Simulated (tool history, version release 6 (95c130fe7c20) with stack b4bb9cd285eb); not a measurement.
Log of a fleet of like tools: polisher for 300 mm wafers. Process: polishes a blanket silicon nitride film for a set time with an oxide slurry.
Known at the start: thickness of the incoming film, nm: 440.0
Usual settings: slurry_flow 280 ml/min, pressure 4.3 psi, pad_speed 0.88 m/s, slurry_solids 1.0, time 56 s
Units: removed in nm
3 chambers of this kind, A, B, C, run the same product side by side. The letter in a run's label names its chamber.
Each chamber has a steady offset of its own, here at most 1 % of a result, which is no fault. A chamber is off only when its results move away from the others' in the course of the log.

run 1C hour=3.3 | slurry_flow=280 pressure=4.3 pad_speed=0.88 slurry_solids=1.0 time=56 | removed=46.517
-- hour=5.3 chamber B: worn pad replaced by a new one
run 2A hour=6.5 | slurry_flow=280 pressure=4.3 pad_speed=0.88 slurry_solids=1.0 time=56 | removed=45.689
run 3B hour=10.3 | slurry_flow=280 pressure=4.3 pad_speed=0.88 slurry_solids=1.0 time=56 | removed=46.325
-- hour=11.0 chamber B: conditioning disc replaced and pad reconditioned
run 4B hour=14.7 | slurry_flow=280 pressure=4.3 pad_speed=0.88 slurry_solids=1.0 time=56 | removed=46.754
-- hour=16.1 chamber C: slurry blender recalibrated
run 5A hour=18.6 | slurry_flow=280 pressure=4.3 pad_speed=0.88 slurry_solids=1.0 time=56 | removed=47.446
run 6C hour=21.8 | slurry_flow=280 pressure=4.3 pad_speed=0.88 slurry_solids=1.0 time=56 | removed=46.162
run 7B hour=25.2 | slurry_flow=280 pressure=4.3 pad_speed=0.88 slurry_solids=1.0 time=56 | removed=45.465
run 8A hour=28.9 | slurry_flow=280 pressure=4.3 pad_speed=0.88 slurry_solids=1.0 time=56 | removed=46.785
run 9C hour=31.5 | slurry_flow=280 pressure=4.3 pad_speed=0.88 slurry_solids=1.0 time=56 | removed=45.494
run 10B hour=36.1 | slurry_flow=280 pressure=4.3 pad_speed=0.88 slurry_solids=1.0 time=56 | removed=46.696
run 11A hour=38.5 | slurry_flow=280 pressure=4.3 pad_speed=0.88 slurry_solids=1.0 time=56 | removed=47.785
run 12C hour=42.1 | slurry_flow=280 pressure=4.3 pad_speed=0.88 slurry_solids=1.0 time=56 | removed=45.660
-- hour=42.6 chamber C: worn pad replaced by a new one
run 13B hour=46.4 | slurry_flow=280 pressure=4.3 pad_speed=0.88 slurry_solids=1.0 time=56 | removed=46.441
run 14C hour=49.9 | slurry_flow=280 pressure=4.3 pad_speed=0.88 slurry_solids=1.0 time=56 | removed=45.979
-- hour=51.8 chamber B: head pressure recalibrated
run 15A hour=52.9 | slurry_flow=280 pressure=4.3 pad_speed=0.88 slurry_solids=1.0 time=56 | removed=47.086
run 16A hour=56.3 | slurry_flow=280 pressure=3.3 pad_speed=0.88 slurry_solids=1.0 time=56 | removed=35.811
run 17B hour=59.7 | slurry_flow=280 pressure=3.3 pad_speed=0.88 slurry_solids=1.0 time=56 | removed=39.498
run 18C hour=62.3 | slurry_flow=280 pressure=3.3 pad_speed=0.88 slurry_solids=1.0 time=56 | removed=34.752
-- hour=62.9 chamber B: slurry blender recalibrated
run 19C hour=65.0 | slurry_flow=280 pressure=4.3 pad_speed=0.88 slurry_solids=1.0 time=56 | removed=46.559
run 20A hour=68.3 | slurry_flow=280 pressure=4.3 pad_speed=0.88 slurry_solids=1.0 time=56 | removed=47.239
-- hour=72.4 chamber A: slurry nozzle cleaned
run 21B hour=72.7 | slurry_flow=280 pressure=4.3 pad_speed=0.88 slurry_solids=1.0 time=56 | removed=51.533
-- hour=74.5 chamber A: worn pad replaced by a new one
run 22B hour=76.9 | slurry_flow=280 pressure=4.3 pad_speed=0.88 slurry_solids=1.0 time=56 | removed=51.985
run 23C hour=81.1 | slurry_flow=365 pressure=4.3 pad_speed=0.88 slurry_solids=1.0 time=56 | removed=47.575
run 24A hour=84.1 | slurry_flow=365 pressure=4.3 pad_speed=0.88 slurry_solids=1.0 time=56 | removed=48.259
run 25A hour=87.6 | slurry_flow=365 pressure=4.3 pad_speed=0.88 slurry_solids=1.0 time=56 | removed=48.142
run 26B hour=91.8 | slurry_flow=280 pressure=4.3 pad_speed=0.88 slurry_solids=1.0 time=56 | removed=50.798
run 27C hour=94.6 | slurry_flow=280 pressure=4.3 pad_speed=0.88 slurry_solids=1.0 time=56 | removed=45.808
run 28C hour=98.1 | slurry_flow=280 pressure=4.3 pad_speed=0.88 slurry_solids=1.0 time=56 | removed=46.272
-- hour=98.2 chamber A: slurry blender recalibrated
run 29B hour=100.3 | slurry_flow=280 pressure=4.3 pad_speed=0.88 slurry_solids=1.0 time=56 | removed=51.160
run 30A hour=102.5 | slurry_flow=280 pressure=4.3 pad_speed=0.88 slurry_solids=1.0 time=56 | removed=46.765
-- hour=102.8 chamber B: slurry nozzle cleaned
run 31C hour=106.7 | slurry_flow=280 pressure=4.3 pad_speed=0.70 slurry_solids=1.0 time=56 | removed=38.301
run 32A hour=110.5 | slurry_flow=280 pressure=4.3 pad_speed=0.70 slurry_solids=1.0 time=56 | removed=38.980
run 33B hour=114.6 | slurry_flow=280 pressure=4.3 pad_speed=0.70 slurry_solids=1.0 time=56 | removed=42.782
run 34B hour=117.9 | slurry_flow=280 pressure=4.3 pad_speed=0.88 slurry_solids=1.0 time=56 | removed=51.134
run 35C hour=121.0 | slurry_flow=280 pressure=4.3 pad_speed=0.88 slurry_solids=1.0 time=56 | removed=45.823
-- hour=123.0 chamber C: worn pad replaced by a new one
run 36A hour=123.2 | slurry_flow=280 pressure=4.3 pad_speed=0.88 slurry_solids=1.0 time=65 | removed=53.934
run 37C hour=126.3 | slurry_flow=280 pressure=4.3 pad_speed=0.88 slurry_solids=1.0 time=65 | removed=54.359
run 38A hour=128.4 | slurry_flow=280 pressure=4.3 pad_speed=0.88 slurry_solids=1.0 time=65 | removed=53.853
run 39B hour=131.0 | slurry_flow=330 pressure=4.3 pad_speed=0.88 slurry_solids=1.0 time=56 | removed=52.126
run 40C hour=133.9 | slurry_flow=330 pressure=4.3 pad_speed=0.88 slurry_solids=1.0 time=56 | removed=46.873

Is one chamber off against the others, does the gauge drift, or is nothing wrong? If a chamber is off, say which, and what the likeliest cause is.

A service left chamber B off against the others.
Cause: head's pressure above its setpoint, % = 10.6.

Here are 4 candidates for chamber B's next run, each the usual settings with a change, their results left as question marks. Which one brings its results back in line with what the others give on the usual settings?
In line means no further than this from the other chambers' mean on the usual settings: removed 1.600 nm
run 41B-1 hour=137.2 | slurry_flow=280 pressure=5.1 pad_speed=0.88 slurry_solids=1.0 time=56 | removed=?
run 41B-2 hour=137.2 | slurry_flow=280 pressure=4.1 pad_speed=0.86 slurry_solids=1.0 time=54 | removed=?
run 41B-3 hour=137.2 | slurry_flow=280 pressure=4.0 pad_speed=0.84 slurry_solids=1.0 time=52 | removed=?
run 41B-4 hour=137.2 | slurry_flow=280 pressure=4.5 pad_speed=0.90 slurry_solids=1.0 time=58 | removed=?

The other chambers' mean on the usual settings: removed 46.431 nm
run=41B-1 removed=61.079
run=41B-2 removed=46.627
run=41B-3 removed=43.002
run=41B-4 removed=56.930
41B-2 brings the chamber back in line.
